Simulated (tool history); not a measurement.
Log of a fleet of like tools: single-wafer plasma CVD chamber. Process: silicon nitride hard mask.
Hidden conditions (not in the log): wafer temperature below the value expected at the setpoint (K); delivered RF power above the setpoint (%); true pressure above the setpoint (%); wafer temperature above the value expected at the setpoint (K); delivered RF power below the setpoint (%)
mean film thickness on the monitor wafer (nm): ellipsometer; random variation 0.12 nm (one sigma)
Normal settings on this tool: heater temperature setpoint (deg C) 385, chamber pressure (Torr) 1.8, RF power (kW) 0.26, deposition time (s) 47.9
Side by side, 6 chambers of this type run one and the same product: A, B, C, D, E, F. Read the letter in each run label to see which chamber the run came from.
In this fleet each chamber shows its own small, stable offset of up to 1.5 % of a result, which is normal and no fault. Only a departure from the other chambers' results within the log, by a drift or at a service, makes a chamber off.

| run | hour | heater temperature setpoint (deg C) | chamber pressure (Torr) | RF power (kW) | deposition time (s) | hours since the last thermocouple change | hours since the last RF generator calibration | hours since the last manometer calibration | read-back reference wafer on the same gauge, thickness_nm | mean film thickness on the monitor wafer (nm) |
|---|---|---|---|---|---|---|---|---|---|---|
| 1B | 5.6 | 385 | 1.8 | 0.26 | 47.9 | 1242.6 | 859.2 | 1378.7 | 60.776 | 52.21 |
| 2E | 16.7 | 385 | 1.8 | 0.26 | 47.9 | 132.4 | 1542.1 | 918.6 | 60.787 | 51.481 |
| 3F | 26 | 385 | 1.8 | 0.26 | 47.9 | 839.1 | 1434.3 | 1667.8 | 60.823 | 52.261 |
| 4D | 31.2 | 385 | 1.8 | 0.26 | 47.9 | 2652.1 | 1413.2 | 2107.4 | 60.809 | 51.956 |
| 5A | 36.4 | 385 | 1.8 | 0.26 | 47.9 | 60.3 | 693.9 | 318.2 | 60.781 | 51.997 |
| 6C | 44.8 | 385 | 1.8 | 0.26 | 47.9 | 2497.4 | 888.9 | 824.1 | 60.806 | 52.256 |
| 7C | 50.5 | 385 | 1.8 | 0.26 | 47.9 | 2503.1 | 894.6 | 829.8 | 60.804 | 52.073 |
| 8E | 56 | 375 | 1.8 | 0.26 | 47.9 | 171.7 | 1581.4 | 957.9 | 60.808 | 51.674 |
| 9A | 61.8 | 375 | 1.8 | 0.26 | 47.9 | 85.7 | 719.3 | 343.6 | 60.836 | 52.339 |
| 10F | 68.5 | 375 | 1.8 | 0.26 | 47.9 | 881.6 | 1476.8 | 1710.3 | 60.801 | 52.429 |
| 11B | 75.8 | 375 | 1.8 | 0.26 | 47.9 | 1312.8 | 929.4 | 1448.9 | 60.841 | 52.393 |
|  | 82 | chamber D: thermocouple changed; heater temperature recalibrated |
| 12D | 86.9 | 375 | 1.8 | 0.26 | 47.9 | 4.9 | 1468.9 | 2163.1 | 60.794 | 52.414 |
| 13B | 99 | 375 | 1.8 | 0.26 | 47.9 | 1336 | 952.6 | 1472.1 | 60.828 | 52.536 |
| 14F | 107.9 | 385 | 1.8 | 0.26 | 47.9 | 921 | 1516.2 | 1749.7 | 60.816 | 52.209 |
| 15E | 116.2 | 385 | 1.8 | 0.26 | 47.9 | 231.9 | 1641.6 | 1018.1 | 60.79 | 51.192 |
| 16D | 125.8 | 385 | 1.8 | 0.26 | 47.9 | 43.8 | 1507.8 | 2202 | 60.786 | 52.265 |
|  | 133.8 | chamber D: capacitance manometer re-zeroed and calibrated |
| 17C | 136.5 | 385 | 1.8 | 0.26 | 47.9 | 2589.1 | 980.6 | 915.8 | 60.771 | 52.065 |
| 18A | 143.6 | 385 | 1.8 | 0.26 | 47.9 | 167.5 | 801.1 | 425.4 | 60.851 | 52.051 |
|  | 145.4 | chamber C: RF generator calibrated |
| 19D | 149.3 | 385 | 1.8 | 0.26 | 47.9 | 67.3 | 1531.3 | 15.6 | 60.789 | 52.233 |
| 20C | 154.8 | 385 | 1.8 | 0.26 | 47.9 | 2607.4 | 9.4 | 934.1 | 60.812 | 52.326 |
| 21F | 164.2 | 385 | 1.8 | 0.26 | 47.9 | 977.3 | 1572.5 | 1806 | 60.816 | 52.257 |
| 22A | 172.8 | 385 | 1.8 | 0.26 | 47.9 | 196.7 | 830.3 | 454.6 | 60.781 | 52.016 |
| 23B | 180.1 | 385 | 1.8 | 0.26 | 47.9 | 1417.1 | 1033.7 | 1553.2 | 60.814 | 51.577 |
| 24E | 186.9 | 385 | 1.8 | 0.26 | 47.9 | 302.6 | 1712.3 | 1088.8 | 60.816 | 51.39 |
| 25E | 196.6 | 385 | 1.8 | 0.26 | 47.9 | 312.3 | 1722 | 1098.5 | 60.831 | 51.294 |
| 26A | 205.8 | 385 | 1.8 | 0.26 | 47.9 | 229.7 | 863.3 | 487.6 | 60.811 | 52.087 |
| 27C | 217.5 | 385 | 1.96 | 0.31 | 47.9 | 2670.1 | 72.1 | 996.8 | 60.829 | 60.339 |
| 28B | 227.6 | 385 | 1.96 | 0.31 | 47.9 | 1464.6 | 1081.2 | 1600.7 | 60.832 | 59.63 |
| 29F | 233.9 | 385 | 1.96 | 0.31 | 47.9 | 1047 | 1642.2 | 1875.7 | 60.756 | 60.186 |
| 30D | 245 | 385 | 1.96 | 0.31 | 47.9 | 163 | 1627 | 111.3 | 60.811 | 60.224 |
| 31B | 254.2 | 385 | 1.96 | 0.31 | 47.9 | 1491.2 | 1107.8 | 1627.3 | 60.796 | 59.129 |
| 32E | 260.9 | 385 | 1.96 | 0.31 | 47.9 | 376.6 | 1786.3 | 1162.8 | 60.813 | 59.138 |
| 33F | 270.8 | 385 | 1.8 | 0.26 | 47.9 | 1083.9 | 1679.1 | 1912.6 | 60.818 | 52.289 |
| 34A | 277.9 | 385 | 1.8 | 0.26 | 47.9 | 301.8 | 935.4 | 559.7 | 60.812 | 52.199 |
| 35C | 285.1 | 385 | 1.8 | 0.26 | 47.9 | 2737.7 | 139.7 | 1064.4 | 60.759 | 51.98 |
| 36D | 292.6 | 385 | 1.8 | 0.26 | 47.9 | 210.6 | 1674.6 | 158.9 | 60.812 | 52.358 |
| 37C | 301.5 | 385 | 1.8 | 0.26 | 47.9 | 2754.1 | 156.1 | 1080.8 | 60.814 | 52.18 |
| 38F | 309.3 | 385 | 1.8 | 0.26 | 47.9 | 1122.4 | 1717.6 | 1951.1 | 60.803 | 52.393 |

Does one chamber stand apart from the rest, does the shared gauge drift, or is all well apart from small per-chamber offsets? Give the chamber and the most likely cause, where there is one.

One chamber, B, drifts off from the rest bit by bit.
Most likely cause: delivered RF power below the setpoint (%) = 3.38.
From this log alone, it may not be told apart from: true pressure below the setpoint (%).

Chamber B could run next with any of the 4 candidate recipes listed below; each alters the usual settings, and their results appear as question marks. Which one brings its results back in line with what the other chambers deliver on the usual settings?
Counts as in line when no further than this from what the other chambers average on the usual settings: mean film thickness on the monitor wafer (nm) 0.42
| 39B-1 | 317.9 | 385 | 1.77 | 0.255 | 47.9 |  |  |  |  | ? |
| 39B-2 | 317.9 | 386 | 1.57 | 0.26 | 47.9 |  |  |  |  | ? |
| 39B-3 | 317.9 | 385 | 2.08 | 0.26 | 47.9 |  |  |  |  | ? |
| 39B-4 | 317.9 | 385 | 1.81 | 0.26 | 48.8 |  |  |  |  | ? |

Usual-settings mean across the other chambers: mean film thickness on the monitor wafer (nm) 52.015
| run | mean film thickness on the monitor wafer (nm) |
|---|---|
| 39B-1 | 50.058 |
| 39B-2 | 48.993 |
| 39B-3 | 53.053 |
| 39B-4 | 52.03 |
With 39B-4, the chamber falls back in line with the rest.

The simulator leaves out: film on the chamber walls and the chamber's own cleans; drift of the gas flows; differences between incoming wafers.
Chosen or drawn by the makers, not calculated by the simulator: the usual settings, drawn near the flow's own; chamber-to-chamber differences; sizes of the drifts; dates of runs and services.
